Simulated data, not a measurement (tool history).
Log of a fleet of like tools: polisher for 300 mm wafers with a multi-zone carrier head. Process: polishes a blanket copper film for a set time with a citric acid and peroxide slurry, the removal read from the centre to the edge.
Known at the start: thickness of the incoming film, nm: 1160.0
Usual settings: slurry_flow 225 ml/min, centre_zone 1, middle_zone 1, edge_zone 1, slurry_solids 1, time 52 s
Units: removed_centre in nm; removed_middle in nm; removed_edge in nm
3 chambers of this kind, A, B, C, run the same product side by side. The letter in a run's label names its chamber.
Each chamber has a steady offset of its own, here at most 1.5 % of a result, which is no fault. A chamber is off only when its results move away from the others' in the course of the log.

{"run": "1C", "hour": 2.1, "slurry_flow": 225, "centre_zone": 1, "middle_zone": 1, "edge_zone": 1, "slurry_solids": 1, "time": 52, "removed_centre": 164.9, "removed_middle": 168.09, "removed_edge": 165.02}
{"run": "2B", "hour": 4.0, "slurry_flow": 225, "centre_zone": 1, "middle_zone": 1, "edge_zone": 1, "slurry_solids": 1, "time": 52, "removed_centre": 169.26, "removed_middle": 168.88, "removed_edge": 168.86}
{"run": "3A", "hour": 6.5, "slurry_flow": 225, "centre_zone": 1, "middle_zone": 1, "edge_zone": 1, "slurry_solids": 1, "time": 52, "removed_centre": 163.63, "removed_middle": 167.0, "removed_edge": 168.52}
{"run": "4C", "hour": 9.5, "slurry_flow": 225, "centre_zone": 1, "middle_zone": 1, "edge_zone": 1, "slurry_solids": 1, "time": 52, "removed_centre": 165.8, "removed_middle": 165.42, "removed_edge": 165.23}
{"hour": 9.9, "done": "chamber A: worn pad replaced by a new one"}
{"run": "5B", "hour": 11.6, "slurry_flow": 225, "centre_zone": 1, "middle_zone": 1, "edge_zone": 1, "slurry_solids": 1, "time": 52, "removed_centre": 170.4, "removed_middle": 167.56, "removed_edge": 169.2}
{"run": "6A", "hour": 13.4, "slurry_flow": 225, "centre_zone": 1, "middle_zone": 1, "edge_zone": 1, "slurry_solids": 1, "time": 52, "removed_centre": 165.08, "removed_middle": 167.24, "removed_edge": 168.67}
{"run": "7C", "hour": 16.7, "slurry_flow": 225, "centre_zone": 1, "middle_zone": 1, "edge_zone": 1, "slurry_solids": 1, "time": 52, "removed_centre": 164.66, "removed_middle": 165.85, "removed_edge": 165.3}
{"run": "8B", "hour": 19.2, "slurry_flow": 225, "centre_zone": 1, "middle_zone": 1, "edge_zone": 1, "slurry_solids": 1, "time": 52, "removed_centre": 169.24, "removed_middle": 168.28, "removed_edge": 167.77}
{"hour": 20.2, "done": "chamber C: worn pad replaced by a new one"}
{"run": "9A", "hour": 22.1, "slurry_flow": 225, "centre_zone": 1, "middle_zone": 1, "edge_zone": 1, "slurry_solids": 1, "time": 52, "removed_centre": 167.58, "removed_middle": 163.82, "removed_edge": 166.55}
{"run": "10C", "hour": 25.1, "slurry_flow": 225, "centre_zone": 1, "middle_zone": 1, "edge_zone": 1, "slurry_solids": 1, "time": 52, "removed_centre": 164.23, "removed_middle": 170.51, "removed_edge": 166.31}
{"run": "11B", "hour": 28.4, "slurry_flow": 225, "centre_zone": 1, "middle_zone": 1, "edge_zone": 1, "slurry_solids": 1, "time": 45, "removed_centre": 145.22, "removed_middle": 146.96, "removed_edge": 144.05}
{"run": "12A", "hour": 31.7, "slurry_flow": 225, "centre_zone": 1, "middle_zone": 1, "edge_zone": 1, "slurry_solids": 1, "time": 45, "removed_centre": 144.3, "removed_middle": 147.34, "removed_edge": 146.59}
{"run": "13A", "hour": 35.4, "slurry_flow": 225, "centre_zone": 1, "middle_zone": 1, "edge_zone": 1, "slurry_solids": 1, "time": 45, "removed_centre": 140.39, "removed_middle": 145.35, "removed_edge": 146.57}
{"run": "14B", "hour": 38.7, "slurry_flow": 225, "centre_zone": 1, "middle_zone": 1, "edge_zone": 1, "slurry_solids": 1, "time": 52, "removed_centre": 170.27, "removed_middle": 166.65, "removed_edge": 168.93}
{"run": "15C", "hour": 40.8, "slurry_flow": 225, "centre_zone": 1, "middle_zone": 1, "edge_zone": 1, "slurry_solids": 1, "time": 52, "removed_centre": 166.75, "removed_middle": 167.67, "removed_edge": 167.02}
{"run": "16B", "hour": 44.4, "slurry_flow": 225, "centre_zone": 1, "middle_zone": 1, "edge_zone": 1, "slurry_solids": 1, "time": 52, "removed_centre": 168.36, "removed_middle": 167.78, "removed_edge": 165.8}
{"run": "17A", "hour": 47.9, "slurry_flow": 225, "centre_zone": 1, "middle_zone": 1, "edge_zone": 1, "slurry_solids": 1, "time": 52, "removed_centre": 165.95, "removed_middle": 166.58, "removed_edge": 168.98}
{"run": "18C", "hour": 52.2, "slurry_flow": 225, "centre_zone": 1, "middle_zone": 1, "edge_zone": 1, "slurry_solids": 1, "time": 52, "removed_centre": 167.84, "removed_middle": 166.87, "removed_edge": 166.74}
{"run": "19A", "hour": 56.3, "slurry_flow": 225, "centre_zone": 1, "middle_zone": 1, "edge_zone": 1, "slurry_solids": 1, "time": 52, "removed_centre": 160.25, "removed_middle": 168.67, "removed_edge": 167.4}
{"run": "20C", "hour": 60.0, "slurry_flow": 225, "centre_zone": 1, "middle_zone": 1, "edge_zone": 1, "slurry_solids": 1, "time": 52, "removed_centre": 164.8, "removed_middle": 169.22, "removed_edge": 168.11}
{"hour": 60.3, "done": "chamber A: worn pad replaced by a new one"}
{"run": "21B", "hour": 62.8, "slurry_flow": 225, "centre_zone": 1, "middle_zone": 1, "edge_zone": 1, "slurry_solids": 1, "time": 52, "removed_centre": 163.6, "removed_middle": 164.8, "removed_edge": 161.27}
{"run": "22A", "hour": 65.9, "slurry_flow": 225, "centre_zone": 1, "middle_zone": 1, "edge_zone": 1, "slurry_solids": 1, "time": 52, "removed_centre": 165.42, "removed_middle": 165.86, "removed_edge": 168.63}
{"run": "23B", "hour": 69.1, "slurry_flow": 225, "centre_zone": 1, "middle_zone": 1, "edge_zone": 1, "slurry_solids": 1, "time": 52, "removed_centre": 161.06, "removed_middle": 162.34, "removed_edge": 159.54}
{"run": "24C", "hour": 73.1, "slurry_flow": 225, "centre_zone": 1, "middle_zone": 1, "edge_zone": 1, "slurry_solids": 1, "time": 52, "removed_centre": 170.59, "removed_middle": 166.84, "removed_edge": 166.16}
{"run": "25A", "hour": 75.4, "slurry_flow": 225, "centre_zone": 1, "middle_zone": 1, "edge_zone": 1, "slurry_solids": 1, "time": 52, "removed_centre": 161.9, "removed_middle": 166.7, "removed_edge": 169.55}
{"hour": 78.6, "done": "chamber B: slurry nozzle cleaned"}
{"run": "26B", "hour": 79.3, "slurry_flow": 225, "centre_zone": 1, "middle_zone": 1, "edge_zone": 1, "slurry_solids": 1, "time": 52, "removed_centre": 161.81, "removed_middle": 160.23, "removed_edge": 157.3}
{"run": "27C", "hour": 82.7, "slurry_flow": 225, "centre_zone": 1, "middle_zone": 1, "edge_zone": 1, "slurry_solids": 1, "time": 52, "removed_centre": 163.56, "removed_middle": 169.67, "removed_edge": 167.63}
{"hour": 86.4, "done": "chamber C: worn pad replaced by a new one"}
{"run": "28C", "hour": 86.9, "slurry_flow": 225, "centre_zone": 1, "middle_zone": 1, "edge_zone": 1, "slurry_solids": 1, "time": 52, "removed_centre": 165.95, "removed_middle": 167.65, "removed_edge": 169.57}
{"run": "29A", "hour": 89.2, "slurry_flow": 225, "centre_zone": 1, "middle_zone": 1, "edge_zone": 1, "slurry_solids": 1, "time": 52, "removed_centre": 165.94, "removed_middle": 167.83, "removed_edge": 168.42}
{"run": "30B", "hour": 91.4, "slurry_flow": 225, "centre_zone": 1, "middle_zone": 1, "edge_zone": 1, "slurry_solids": 1, "time": 52, "removed_centre": 154.1, "removed_middle": 158.08, "removed_edge": 155.9}
{"run": "31A", "hour": 94.0, "slurry_flow": 225, "centre_zone": 1, "middle_zone": 1, "edge_zone": 1, "slurry_solids": 1, "time": 52, "removed_centre": 167.85, "removed_middle": 167.93, "removed_edge": 168.35}
{"run": "32C", "hour": 96.8, "slurry_flow": 225, "centre_zone": 1, "middle_zone": 1, "edge_zone": 1, "slurry_solids": 1, "time": 52, "removed_centre": 167.93, "removed_middle": 169.69, "removed_edge": 168.11}
{"run": "33B", "hour": 100.9, "slurry_flow": 225, "centre_zone": 1, "middle_zone": 1, "edge_zone": 1, "slurry_solids": 1, "time": 52, "removed_centre": 154.75, "removed_middle": 156.94, "removed_edge": 154.38}

What goes on in this fleet: one chamber off, a drifting gauge, or nothing beyond the chambers' own small offsets? Name the chamber and the cause, if any.

Chamber B drifts away from the others.
Cause: removal rate lost through wear of the pad, % = 8.7.

Here are 4 candidates for chamber B's next run, each the usual settings with a change, their results left as question marks. Which one brings its results back in line with what the others give on the usual settings?
In line means no further than this from the other chambers' mean on the usual settings: removed_centre 7.40 nm; removed_middle 4.60 nm; removed_edge 3.80 nm
{"run": "34B-1", "hour": 104.0, "slurry_flow": 225, "centre_zone": 1.01, "middle_zone": 1, "edge_zone": 0.99, "slurry_solids": 1.0, "time": 48, "removed_centre": "?", "removed_middle": "?", "removed_edge": "?"}
{"run": "34B-2", "hour": 104.0, "slurry_flow": 225, "centre_zone": 0.97, "middle_zone": 1, "edge_zone": 1.02, "slurry_solids": 1.05, "time": 61, "removed_centre": "?", "removed_middle": "?", "removed_edge": "?"}
{"run": "34B-3", "hour": 104.0, "slurry_flow": 225, "centre_zone": 1.03, "middle_zone": 1, "edge_zone": 0.98, "slurry_solids": 1.0, "time": 44, "removed_centre": "?", "removed_middle": "?", "removed_edge": "?"}
{"run": "34B-4", "hour": 104.0, "slurry_flow": 225, "centre_zone": 0.98, "middle_zone": 1, "edge_zone": 1.01, "slurry_solids": 1.0, "time": 57, "removed_centre": "?", "removed_middle": "?", "removed_edge": "?"}

The other chambers' mean on the usual settings: removed_centre 165.54 nm; removed_middle 167.61 nm; removed_edge 167.57 nm
run=34B-1 removed_centre=144.80 removed_middle=142.55 removed_edge=140.34
run=34B-2 removed_centre=177.84 removed_middle=183.13 removed_edge=183.13
run=34B-3 removed_centre=135.64 removed_middle=130.66 removed_edge=127.96
run=34B-4 removed_centre=166.30 removed_middle=169.30 removed_edge=168.42
34B-4 brings the chamber back in line.
